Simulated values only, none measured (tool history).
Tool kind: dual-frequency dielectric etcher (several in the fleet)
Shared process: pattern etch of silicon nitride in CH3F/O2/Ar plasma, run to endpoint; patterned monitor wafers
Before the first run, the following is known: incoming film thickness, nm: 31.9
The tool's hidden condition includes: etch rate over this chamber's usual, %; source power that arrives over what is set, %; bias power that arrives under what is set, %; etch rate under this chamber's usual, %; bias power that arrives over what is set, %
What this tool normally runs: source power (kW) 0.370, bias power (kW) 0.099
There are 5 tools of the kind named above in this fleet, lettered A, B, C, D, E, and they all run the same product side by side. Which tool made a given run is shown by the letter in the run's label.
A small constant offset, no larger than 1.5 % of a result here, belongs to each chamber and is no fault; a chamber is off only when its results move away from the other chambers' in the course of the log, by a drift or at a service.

run,hour,source power (kW),bias power (kW),hours since the last wet clean,hours since the last source power generator calibration,hours since the last bias power generator calibration,endpoint time (s)
1A,5.8,0.370,0.099,525.9,235.7,244.6,42.227
# hour 7.6: chamber E: bias power generator calibrated
2D,9.6,0.370,0.099,12.0,1334.2,2246.8,42.179
# hour 10.1: chamber A: wet clean of the chamber
3B,15.8,0.370,0.099,192.4,3524.7,116.8,41.769
4C,21.6,0.370,0.099,75.6,560.1,1116.2,42.227
5E,27.7,0.430,0.112,356.0,4471.5,20.1,38.112
6C,33.7,0.430,0.112,87.7,572.2,1128.3,38.092
7A,37.4,0.430,0.112,27.3,267.3,276.2,38.304
8B,42.6,0.430,0.112,219.2,3551.5,143.6,38.141
9D,47.3,0.430,0.112,49.7,1371.9,2284.5,37.902
10E,50.2,0.370,0.099,378.5,4494.0,42.6,42.304
11C,53.6,0.370,0.099,107.6,592.1,1148.2,42.442
12D,59.0,0.370,0.099,61.4,1383.6,2296.2,42.562
13B,62.3,0.370,0.099,238.9,3571.2,163.3,41.794
14E,67.9,0.370,0.099,396.2,4511.7,60.3,42.172
15A,70.9,0.370,0.099,60.8,300.8,309.7,42.445
16E,75.9,0.370,0.099,404.2,4519.7,68.3,42.289
17D,80.8,0.370,0.099,83.2,1405.4,2318.0,42.489
# hour 82.8: chamber E: source power generator calibrated
18A,85.8,0.370,0.099,75.7,315.7,324.6,42.425
19C,91.3,0.370,0.099,145.3,629.8,1185.9,42.508
20B,96.8,0.370,0.099,273.4,3605.7,197.8,42.486
21E,100.7,0.370,0.099,429.0,17.9,93.1,42.388
22C,104.6,0.370,0.099,158.6,643.1,1199.2,42.228
# hour 108.3: chamber D: bias power generator calibrated
23D,109.6,0.370,0.099,112.0,1434.2,1.4,42.326
24B,114.1,0.370,0.099,290.7,3623.0,215.1,42.257
25A,118.9,0.370,0.099,108.8,348.8,357.7,42.572
26E,123.5,0.370,0.099,451.8,40.7,115.9,42.099
27A,128.6,0.400,0.099,118.5,358.5,367.4,41.012
28D,133.7,0.400,0.099,136.1,1458.3,25.5,40.929
29C,137.1,0.400,0.099,191.1,675.6,1231.7,41.026
30B,140.3,0.400,0.099,316.9,3649.2,241.3,41.357
31A,145.6,0.400,0.099,135.5,375.5,384.4,41.182
32D,150.7,0.370,0.099,153.1,1475.3,42.5,42.280
33B,156.2,0.370,0.099,332.8,3665.1,257.2,43.460
34C,161.8,0.370,0.099,215.8,700.3,1256.4,42.478
35E,166.1,0.370,0.099,494.4,83.3,158.5,42.174
36B,171.2,0.370,0.099,347.8,3680.1,272.2,43.261
# hour 173.1: chamber E: wet clean of the chamber
37D,175.6,0.370,0.099,178.0,1500.2,67.4,42.491
38C,182.0,0.370,0.099,236.0,720.5,1276.6,42.486
39E,185.5,0.370,0.099,12.4,102.7,177.9,42.135
40A,188.8,0.370,0.099,178.7,418.7,427.6,42.277
41B,194.2,0.370,0.099,370.8,3703.1,295.2,43.942
42D,197.0,0.370,0.099,199.4,1521.6,88.8,42.594
43C,202.6,0.370,0.099,256.6,741.1,1297.2,42.288

Next, every chamber runs the same settings. What will each give?
44A,207.1,0.430,0.099,,,,?
44B,207.1,0.430,0.099,,,,?
44C,207.1,0.430,0.099,,,,?
44D,207.1,0.430,0.099,,,,?
44E,207.1,0.430,0.099,,,,?

run,endpoint time (s)
44A,39.721
44B,41.752
44C,40.050
44D,40.306
44E,40.271
